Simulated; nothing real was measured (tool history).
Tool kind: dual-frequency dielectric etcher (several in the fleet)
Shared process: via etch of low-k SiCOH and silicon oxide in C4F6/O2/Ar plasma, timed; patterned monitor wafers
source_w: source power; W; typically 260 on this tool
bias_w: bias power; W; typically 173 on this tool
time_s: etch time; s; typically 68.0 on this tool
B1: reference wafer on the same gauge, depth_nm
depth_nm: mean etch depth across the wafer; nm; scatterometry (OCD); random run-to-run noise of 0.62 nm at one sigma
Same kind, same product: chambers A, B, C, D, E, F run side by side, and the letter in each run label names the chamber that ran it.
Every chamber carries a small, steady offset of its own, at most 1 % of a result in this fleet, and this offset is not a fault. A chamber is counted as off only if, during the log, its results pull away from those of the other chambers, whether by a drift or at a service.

{"run": "1C", "hour": 5.2, "source_w": 260, "bias_w": 173, "time_s": 68.0, "B1": 128.06, "depth_nm": 150.17}
{"run": "2B", "hour": 8.2, "source_w": 260, "bias_w": 173, "time_s": 68.0, "B1": 128.09, "depth_nm": 148.0}
{"run": "3E", "hour": 10.9, "source_w": 260, "bias_w": 173, "time_s": 68.0, "B1": 128.06, "depth_nm": 148.58}
{"run": "4D", "hour": 16.7, "source_w": 260, "bias_w": 173, "time_s": 68.0, "B1": 127.9, "depth_nm": 148.33}
{"run": "5F", "hour": 21.7, "source_w": 260, "bias_w": 173, "time_s": 68.0, "B1": 127.81, "depth_nm": 147.26}
{"run": "6A", "hour": 26.4, "source_w": 260, "bias_w": 173, "time_s": 68.0, "B1": 128.01, "depth_nm": 147.26}
{"run": "7E", "hour": 32.0, "source_w": 260, "bias_w": 173, "time_s": 68.0, "B1": 127.81, "depth_nm": 148.78}
{"run": "8A", "hour": 35.4, "source_w": 260, "bias_w": 173, "time_s": 68.0, "B1": 127.97, "depth_nm": 147.06}
{"run": "9B", "hour": 38.3, "source_w": 260, "bias_w": 173, "time_s": 68.0, "B1": 127.91, "depth_nm": 148.71}
{"run": "10C", "hour": 43.1, "source_w": 260, "bias_w": 173, "time_s": 68.0, "B1": 128.06, "depth_nm": 149.33}
{"run": "11F", "hour": 47.5, "source_w": 260, "bias_w": 173, "time_s": 68.0, "B1": 128.12, "depth_nm": 148.86}
{"run": "12D", "hour": 52.5, "source_w": 260, "bias_w": 173, "time_s": 68.0, "B1": 128.1, "depth_nm": 148.21}
{"run": "13E", "hour": 56.4, "source_w": 260, "bias_w": 173, "time_s": 68.0, "B1": 128.07, "depth_nm": 147.52}
{"run": "14A", "hour": 60.8, "source_w": 260, "bias_w": 173, "time_s": 68.0, "B1": 127.96, "depth_nm": 146.95}
{"run": "15C", "hour": 65.7, "source_w": 260, "bias_w": 173, "time_s": 68.0, "B1": 128.0, "depth_nm": 149.04}
{"run": "16F", "hour": 71.3, "source_w": 260, "bias_w": 173, "time_s": 68.0, "B1": 128.1, "depth_nm": 147.71}
{"run": "17D", "hour": 74.7, "source_w": 260, "bias_w": 173, "time_s": 68.0, "B1": 127.94, "depth_nm": 149.34}
{"run": "18B", "hour": 79.6, "source_w": 260, "bias_w": 173, "time_s": 68.0, "B1": 127.98, "depth_nm": 148.43}
{"run": "19B", "hour": 84.7, "source_w": 260, "bias_w": 173, "time_s": 68.0, "B1": 127.87, "depth_nm": 147.98}
{"run": "20E", "hour": 87.9, "source_w": 260, "bias_w": 173, "time_s": 68.0, "B1": 128.0, "depth_nm": 148.35}
{"run": "21A", "hour": 91.5, "source_w": 260, "bias_w": 173, "time_s": 68.0, "B1": 127.91, "depth_nm": 146.37}
{"run": "22D", "hour": 97.5, "source_w": 260, "bias_w": 173, "time_s": 68.0, "B1": 128.02, "depth_nm": 148.13}
{"run": "23F", "hour": 101.2, "source_w": 260, "bias_w": 173, "time_s": 68.0, "B1": 127.93, "depth_nm": 148.36}
{"run": "24C", "hour": 105.3, "source_w": 260, "bias_w": 173, "time_s": 68.0, "B1": 127.9, "depth_nm": 149.47}
{"run": "25D", "hour": 110.4, "source_w": 260, "bias_w": 173, "time_s": 68.0, "B1": 128.1, "depth_nm": 149.6}
{"run": "26C", "hour": 115.1, "source_w": 260, "bias_w": 173, "time_s": 68.0, "B1": 127.84, "depth_nm": 148.89}
{"run": "27F", "hour": 118.5, "source_w": 260, "bias_w": 173, "time_s": 68.0, "B1": 128.07, "depth_nm": 147.28}
{"run": "28A", "hour": 122.1, "source_w": 260, "bias_w": 173, "time_s": 68.0, "B1": 128.0, "depth_nm": 146.66}
{"run": "29E", "hour": 127.7, "source_w": 260, "bias_w": 173, "time_s": 68.0, "B1": 127.87, "depth_nm": 148.22}
{"run": "30B", "hour": 130.8, "source_w": 260, "bias_w": 205, "time_s": 86.0, "B1": 128.03, "depth_nm": 197.79}
{"run": "31D", "hour": 136.4, "source_w": 260, "bias_w": 205, "time_s": 86.0, "B1": 127.9, "depth_nm": 199.36}
{"run": "32A", "hour": 141.4, "source_w": 260, "bias_w": 205, "time_s": 86.0, "B1": 128.06, "depth_nm": 197.1}
{"run": "33F", "hour": 147.5, "source_w": 260, "bias_w": 205, "time_s": 86.0, "B1": 127.98, "depth_nm": 198.12}
{"run": "34E", "hour": 152.7, "source_w": 260, "bias_w": 205, "time_s": 86.0, "B1": 128.13, "depth_nm": 198.33}
{"hour": 154.5, "done": "chamber A: wet clean of the chamber"}
{"run": "35B", "hour": 157.6, "source_w": 260, "bias_w": 205, "time_s": 86.0, "B1": 128.13, "depth_nm": 197.04}
{"run": "36C", "hour": 163.0, "source_w": 200, "bias_w": 173, "time_s": 68.0, "B1": 128.01, "depth_nm": 134.79}
{"run": "37F", "hour": 169.1, "source_w": 200, "bias_w": 173, "time_s": 68.0, "B1": 127.88, "depth_nm": 133.73}
{"run": "38D", "hour": 174.3, "source_w": 200, "bias_w": 173, "time_s": 68.0, "B1": 128.07, "depth_nm": 135.87}
{"run": "39E", "hour": 178.0, "source_w": 200, "bias_w": 173, "time_s": 68.0, "B1": 128.09, "depth_nm": 133.86}
{"run": "40C", "hour": 181.0, "source_w": 200, "bias_w": 173, "time_s": 68.0, "B1": 128.12, "depth_nm": 133.54}
{"run": "41B", "hour": 187.1, "source_w": 200, "bias_w": 173, "time_s": 68.0, "B1": 127.96, "depth_nm": 134.14}
{"run": "42A", "hour": 192.0, "source_w": 260, "bias_w": 173, "time_s": 68.0, "B1": 127.9, "depth_nm": 147.31}

All 6 chambers run these settings next. Forecast each chamber's results:
{"run": "43A", "hour": 196.4, "source_w": 260, "bias_w": 173, "time_s": 79.5, "depth_nm": "?"}
{"run": "43B", "hour": 196.4, "source_w": 260, "bias_w": 173, "time_s": 79.5, "depth_nm": "?"}
{"run": "43C", "hour": 196.4, "source_w": 260, "bias_w": 173, "time_s": 79.5, "depth_nm": "?"}
{"run": "43D", "hour": 196.4, "source_w": 260, "bias_w": 173, "time_s": 79.5, "depth_nm": "?"}
{"run": "43E", "hour": 196.4, "source_w": 260, "bias_w": 173, "time_s": 79.5, "depth_nm": "?"}
{"run": "43F", "hour": 196.4, "source_w": 260, "bias_w": 173, "time_s": 79.5, "depth_nm": "?"}

run=43A depth_nm=170.48
run=43B depth_nm=174.42
run=43C depth_nm=174.76
run=43D depth_nm=173.17
run=43E depth_nm=172.79
run=43F depth_nm=172.22

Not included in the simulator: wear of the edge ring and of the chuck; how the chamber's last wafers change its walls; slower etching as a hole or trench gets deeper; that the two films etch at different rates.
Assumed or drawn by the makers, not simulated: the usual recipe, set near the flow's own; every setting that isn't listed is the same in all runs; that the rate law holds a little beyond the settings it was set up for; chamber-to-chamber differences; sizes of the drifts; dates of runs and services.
